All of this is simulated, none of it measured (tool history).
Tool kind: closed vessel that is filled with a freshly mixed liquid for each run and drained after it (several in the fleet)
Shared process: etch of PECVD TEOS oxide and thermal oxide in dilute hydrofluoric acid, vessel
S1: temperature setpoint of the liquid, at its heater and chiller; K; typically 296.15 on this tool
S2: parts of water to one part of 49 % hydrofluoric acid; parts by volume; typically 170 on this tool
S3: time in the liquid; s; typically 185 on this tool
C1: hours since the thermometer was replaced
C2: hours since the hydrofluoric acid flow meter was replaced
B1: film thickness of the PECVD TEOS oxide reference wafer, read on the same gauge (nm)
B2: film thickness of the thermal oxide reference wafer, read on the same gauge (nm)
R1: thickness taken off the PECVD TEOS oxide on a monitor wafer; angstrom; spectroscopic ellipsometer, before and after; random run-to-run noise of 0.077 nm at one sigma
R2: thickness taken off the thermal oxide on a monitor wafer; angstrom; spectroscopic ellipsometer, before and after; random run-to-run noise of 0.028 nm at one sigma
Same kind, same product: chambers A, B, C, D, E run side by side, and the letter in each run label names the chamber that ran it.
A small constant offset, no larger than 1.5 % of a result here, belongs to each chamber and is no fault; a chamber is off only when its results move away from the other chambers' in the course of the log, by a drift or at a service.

Run 1D, hour 13.9: usual settings; C1 1346.0; C2 1521.2; B1 119.98; B2 120.04. Result: R1 155.53 angstrom, R2 44.673 angstrom.
Run 2C, hour 21.8: usual settings; C1 1826.3; C2 313.7; B1 119.99; B2 120.02. Result: R1 153.33 angstrom, R2 45.290 angstrom.
Run 3E, hour 32.5: usual settings; C1 991.2; C2 614.8; B1 120.00; B2 120.03. Result: R1 156.87 angstrom, R2 45.448 angstrom.
At hour 34.2: chamber E: thermometer replaced.
Run 4B, hour 43.4: usual settings; C1 1845.4; C2 423.7; B1 119.98; B2 120.00. Result: R1 154.74 angstrom, R2 44.713 angstrom.
Run 5A, hour 52.5: usual settings; C1 971.5; C2 802.3; B1 120.03; B2 119.99. Result: R1 155.96 angstrom, R2 44.609 angstrom.
Run 6C, hour 63.1: usual settings; C1 1867.6; C2 355.0; B1 120.04; B2 119.99. Result: R1 156.20 angstrom, R2 45.058 angstrom.
Run 7A, hour 70.1: usual settings; C1 989.1; C2 819.9; B1 120.02; B2 120.03. Result: R1 157.08 angstrom, R2 44.775 angstrom.
At hour 76.6: chamber A: hydrofluoric acid flow meter replaced.
Run 8B, hour 83.2: usual settings but S2 100 parts by volume, S3 80 s; C1 1885.2; C2 463.5; B1 119.97; B2 119.99. Result: R1 121.57 angstrom, R2 35.567 angstrom.
Run 9E, hour 94.8: usual settings but S2 100 parts by volume, S3 80 s; C1 60.6; C2 677.1; B1 119.99; B2 120.00. Result: R1 124.94 angstrom, R2 36.711 angstrom.
Run 10D, hour 101.7: usual settings but S2 100 parts by volume, S3 80 s; C1 1433.8; C2 1609.0; B1 119.99; B2 119.99. Result: R1 122.22 angstrom, R2 35.617 angstrom.
At hour 102.4: chamber C: thermometer replaced.
Run 11A, hour 109.2: usual settings but S2 100 parts by volume, S3 80 s; C1 1028.2; C2 32.7; B1 120.02; B2 119.99. Result: R1 125.80 angstrom, R2 36.501 angstrom.
Run 12E, hour 123.2: usual settings but S2 100 parts by volume, S3 80 s; C1 89.0; C2 705.5; B1 119.97; B2 119.97. Result: R1 125.74 angstrom, R2 36.424 angstrom.
Run 13D, hour 136.3: usual settings; C1 1468.4; C2 1643.6; B1 120.00; B2 120.01. Result: R1 155.36 angstrom, R2 45.232 angstrom.
Run 14C, hour 144.0: usual settings; C1 41.6; C2 435.9; B1 119.99; B2 120.02. Result: R1 154.50 angstrom, R2 44.807 angstrom.
Run 15B, hour 155.6: usual settings; C1 1957.6; C2 535.9; B1 119.99; B2 119.99. Result: R1 155.33 angstrom, R2 44.990 angstrom.
Run 16C, hour 169.0: usual settings; C1 66.6; C2 460.9; B1 119.98; B2 120.02. Result: R1 153.72 angstrom, R2 45.139 angstrom.
Run 17B, hour 183.4: usual settings but S2 120 parts by volume; C1 1985.4; C2 563.7; B1 119.98; B2 119.98. Result: R1 230.72 angstrom, R2 67.576 angstrom.
At hour 190.1: chamber D: thermometer replaced.
Run 18A, hour 195.9: usual settings but S2 120 parts by volume; C1 1114.9; C2 119.4; B1 119.95; B2 119.97. Result: R1 237.14 angstrom, R2 68.361 angstrom.
Run 19D, hour 210.9: usual settings but S2 120 parts by volume; C1 20.9; C2 1718.2; B1 120.01; B2 120.04. Result: R1 229.07 angstrom, R2 66.463 angstrom.
Run 20E, hour 224.2: usual settings but S2 120 parts by volume; C1 190.0; C2 806.5; B1 119.97; B2 120.02. Result: R1 236.11 angstrom, R2 68.981 angstrom.
Run 21B, hour 239.2: usual settings but S2 120 parts by volume; C1 2041.2; C2 619.5; B1 120.02; B2 119.95. Result: R1 229.90 angstrom, R2 66.590 angstrom.
Run 22D, hour 253.1: usual settings; C1 63.1; C2 1760.4; B1 119.95; B2 119.99. Result: R1 154.70 angstrom, R2 45.084 angstrom.
Run 23C, hour 262.0: usual settings; C1 159.6; C2 553.9; B1 120.00; B2 119.98. Result: R1 154.54 angstrom, R2 44.724 angstrom.
Run 24A, hour 277.2: usual settings; C1 1196.2; C2 200.7; B1 119.98; B2 120.01. Result: R1 156.92 angstrom, R2 45.007 angstrom.
Run 25E, hour 288.9: usual settings; C1 254.7; C2 871.2; B1 119.96; B2 120.00. Result: R1 157.14 angstrom, R2 45.681 angstrom.
Run 26C, hour 296.7: usual settings; C1 194.3; C2 588.6; B1 120.00; B2 119.98. Result: R1 154.67 angstrom, R2 45.243 angstrom.
Run 27D, hour 305.4: usual settings; C1 115.4; C2 1812.7; B1 119.97; B2 120.00. Result: R1 154.51 angstrom, R2 44.867 angstrom.
Run 28B, hour 315.9: usual settings; C1 2117.9; C2 696.2; B1 120.04; B2 119.97. Result: R1 154.66 angstrom, R2 45.265 angstrom.
Run 29A, hour 326.1: usual settings; C1 1245.1; C2 249.6; B1 120.00; B2 120.00. Result: R1 156.26 angstrom, R2 45.143 angstrom.
Run 30E, hour 332.9: usual settings; C1 298.7; C2 915.2; B1 119.98; B2 120.02. Result: R1 156.32 angstrom, R2 45.348 angstrom.
Run 31E, hour 340.5: usual settings; C1 306.3; C2 922.8; B1 120.01; B2 120.04. Result: R1 156.40 angstrom, R2 45.308 angstrom.
Run 32D, hour 353.3: usual settings; C1 163.3; C2 1860.6; B1 120.02; B2 119.96. Result: R1 155.11 angstrom, R2 44.679 angstrom.
Run 33A, hour 361.7: usual settings; C1 1280.7; C2 285.2; B1 120.00; B2 119.99. Result: R1 156.68 angstrom, R2 45.102 angstrom.
Run 34C, hour 375.2: usual settings; C1 272.8; C2 667.1; B1 119.99; B2 120.01. Result: R1 153.44 angstrom, R2 44.972 angstrom.
Run 35B, hour 389.8: usual settings; C1 2191.8; C2 770.1; B1 119.98; B2 120.01. Result: R1 153.27 angstrom, R2 45.079 angstrom.
Run 36E, hour 399.7: usual settings; C1 365.5; C2 982.0; B1 119.97; B2 119.98. Result: R1 155.72 angstrom, R2 45.534 angstrom.
Run 37B, hour 409.1: usual settings; C1 2211.1; C2 789.4; B1 119.96; B2 120.03. Result: R1 153.82 angstrom, R2 45.435 angstrom.
Run 38D, hour 417.2: usual settings; C1 227.2; C2 1924.5; B1 120.04; B2 120.02. Result: R1 154.10 angstrom, R2 44.471 angstrom.
Run 39C, hour 428.6: usual settings; C1 326.2; C2 720.5; B1 120.01; B2 120.00. Result: R1 153.91 angstrom, R2 45.086 angstrom.
Run 40A, hour 438.7: usual settings; C1 1357.7; C2 362.2; B1 120.01; B2 120.01. Result: R1 156.90 angstrom, R2 45.710 angstrom.
Run 41B, hour 451.6: usual settings; C1 2253.6; C2 831.9; B1 120.04; B2 120.02. Result: R1 155.43 angstrom, R2 44.914 angstrom.
Run 42A, hour 465.2: usual settings; C1 1384.2; C2 388.7; B1 119.99; B2 120.00. Result: R1 156.59 angstrom, R2 44.886 angstrom.
Run 43E, hour 474.7: usual settings; C1 440.5; C2 1057.0; B1 120.00; B2 120.02. Result: R1 156.56 angstrom, R2 45.333 angstrom.

Is one chamber off against the others, does the gauge drift, or is nothing wrong? If a chamber is off, say which, and what the likeliest cause is.

Neither any chamber nor the gauge drifts; the chambers differ only by their own small, steady offsets.
